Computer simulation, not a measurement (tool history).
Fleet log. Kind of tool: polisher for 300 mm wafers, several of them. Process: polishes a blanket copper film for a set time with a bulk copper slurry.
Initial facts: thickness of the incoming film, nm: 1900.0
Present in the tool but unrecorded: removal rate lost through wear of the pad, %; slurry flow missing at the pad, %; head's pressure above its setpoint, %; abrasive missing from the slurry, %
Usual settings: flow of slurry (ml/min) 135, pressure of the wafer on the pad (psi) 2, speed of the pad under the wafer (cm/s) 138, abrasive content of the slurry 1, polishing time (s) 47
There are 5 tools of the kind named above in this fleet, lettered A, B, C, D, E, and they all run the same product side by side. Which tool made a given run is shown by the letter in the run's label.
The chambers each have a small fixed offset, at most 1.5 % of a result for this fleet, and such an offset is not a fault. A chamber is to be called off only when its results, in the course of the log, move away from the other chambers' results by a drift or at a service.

run,hour,flow of slurry (ml/min),pressure of the wafer on the pad (psi),speed of the pad under the wafer (cm/s),abrasive content of the slurry,polishing time (s),wafers polished on this pad,hours since the slurry nozzle was cleaned,hours since the head pressure was calibrated,hours since the slurry blender was calibrated,film removed (nm)
# hour 4: chamber C: worn pad replaced by a new one
# hour 6.9: chamber C: slurry blender recalibrated
1E,12.9,135,2,138,1,47,662,555.1,258.2,66.3,457.48
2B,23.9,135,2,138,1,47,909,342.6,880.5,122.3,474.69
# hour 24.1: chamber B: slurry nozzle cleaned
3C,30,135,2,138,1,47,259,242.4,374,23.2,458.33
# hour 34.5: chamber E: worn pad replaced by a new one
4A,42.1,135,2,138,1,47,720,104.8,393.2,311.9,474.29
# hour 45.3: chamber A: slurry blender recalibrated
# hour 54.2: chamber D: slurry blender recalibrated
5D,55.1,135,2,138,1,47,889,332.8,460.1,1,463.24
6D,61.1,135,2,152,0.75,47,949,338.8,466.1,7,481.01
# hour 72: chamber B: worn pad replaced by a new one
7E,72.8,135,2,152,0.75,47,381,615,318.1,126.2,478.68
# hour 75.9: chamber A: worn pad replaced by a new one
8B,84.2,135,2,152,0.75,47,122,60.2,940.8,182.6,494.83
9A,97.7,135,2,152,0.75,47,217,160.4,448.8,52.4,487.03
10C,105.4,135,2,152,0.75,47,1009,317.8,449.4,98.6,476.49
11A,113.2,95,2,124,1,47,372,175.9,464.3,67.9,390.26
# hour 123.3: chamber C: worn pad replaced by a new one
# hour 124.2: chamber D: worn pad replaced by a new one
# hour 124.7: chamber E: worn pad replaced by a new one
12B,124.8,95,2,124,1,47,526,100.8,981.4,223.2,390.4
13C,138.6,95,2,124,1,47,152,351,482.6,131.8,382.19
# hour 143.8: chamber C: slurry blender recalibrated
14D,146.3,95,2,124,1,47,220,424,551.3,92.2,384.1
15E,158.9,95,2,124,1,47,341,701.1,404.2,212.3,385.17
16A,170.4,135,2,138,1,47,941,233.1,521.5,125.1,471.27
17B,178.4,135,2,138,1,47,1059,154.4,1035,276.8,477.71
# hour 183.6: chamber A: slurry nozzle cleaned
# hour 185: chamber A: worn pad replaced by a new one
# hour 187.3: chamber B: worn pad replaced by a new one
18C,192.1,135,2,138,1,47,685,404.5,536.1,48.4,460.81
# hour 197.7: chamber D: slurry blender recalibrated
# hour 204: chamber D: head pressure recalibrated
19D,205.1,135,2,138,1,47,805,482.8,1.2,7.5,498.54
# hour 215.1: chamber E: worn pad replaced by a new one
20E,217,135,2,138,1,47,19,759.2,462.3,270.4,459.07
21E,223.7,135,2,138,1,47,86,765.9,469,277.1,458.01
# hour 234.4: chamber C: worn pad replaced by a new one
22D,237.7,135,2,138,1,47,1129,515.4,33.8,40.1,503.69
23A,246,135,2,138,1,47,607,62.4,597.1,200.7,474.42
24C,252.3,135,2,138,1,47,178,464.7,596.3,108.6,466.22
# hour 262.6: chamber E: slurry nozzle cleaned
25B,264.9,135,2,138,1,47,773,240.9,1121.5,363.3,473.43
# hour 270.5: chamber C: slurry blender recalibrated
26D,273.8,135,2,138,1,47,1488,551.5,69.9,76.2,499.09
# hour 277.8: chamber A: worn pad replaced by a new one
# hour 284.8: chamber D: worn pad replaced by a new one
27E,285.7,135,2,138,1,47,703,23.1,531,339.1,460.99
28A,294.8,135,2,138,1,47,169,111.2,645.9,249.5,475.62
29C,304.1,135,2,138,1,47,693,516.5,648.1,33.6,461.51
# hour 307.4: chamber E: worn pad replaced by a new one
30B,310.2,135,2,138,1,47,1223,286.2,1166.8,408.6,472.29
31E,317.4,135,2,138,1,47,99,54.8,562.7,370.8,462.61
32B,330,135,2,138,1,47,1420,306,1186.6,428.4,474.42
# hour 330.5: chamber B: worn pad replaced by a new one
# hour 331.7: chamber D: slurry blender recalibrated
# hour 336.7: chamber B: slurry nozzle cleaned
33D,342.4,135,2,138,1,47,573,620.1,138.5,10.7,497.51
# hour 347.6: chamber D: slurry nozzle cleaned
34A,355.3,155,2,138,1,47,771,171.7,706.4,310,483.37
35C,362.2,155,2,138,1,47,1271,574.6,706.2,91.7,471.19
36C,371.4,155,2,138,1,47,1363,583.8,715.4,100.9,468.92
# hour 373.9: chamber A: worn pad replaced by a new one
# hour 375.9: chamber A: slurry blender recalibrated
37A,380.6,155,2,138,1,47,67,197,731.7,4.7,490.36
38B,389,155,2,138,1,47,582,52.4,1245.6,487.4,481.04
39D,401.7,135,2,138,1,47,1163,54.2,197.8,70,505.62

What goes on in this fleet: one chamber off, a drifting gauge, or nothing beyond the chambers' own small offsets? Name the chamber and the cause, if any.

A service left chamber D off against the others.
Most likely cause: head's pressure above its setpoint, % = 7.69.

Chamber D could run next with any of the 4 candidate recipes listed below; each alters the usual settings, and their results appear as question marks. Which one brings its results back in line with what the other chambers deliver on the usual settings?
Allowed miss from the other chambers' usual-settings mean, per result, to count as in line: film removed (nm) 9.9
40D-1,411.6,135,2,138,1.35,47,,,,,?
40D-2,411.6,135,2.1,146,1,49,,,,,?
40D-3,411.6,110,2,138,0.85,47,,,,,?
40D-4,411.6,135,1.9,132,1,45,,,,,?

Other chambers, usual settings, mean: film removed (nm) 466.79
run,film removed (nm)
40D-1,536.36
40D-2,581.85
40D-3,465.29
40D-4,437.94
It is 40D-3 that realigns the chamber with its peers.
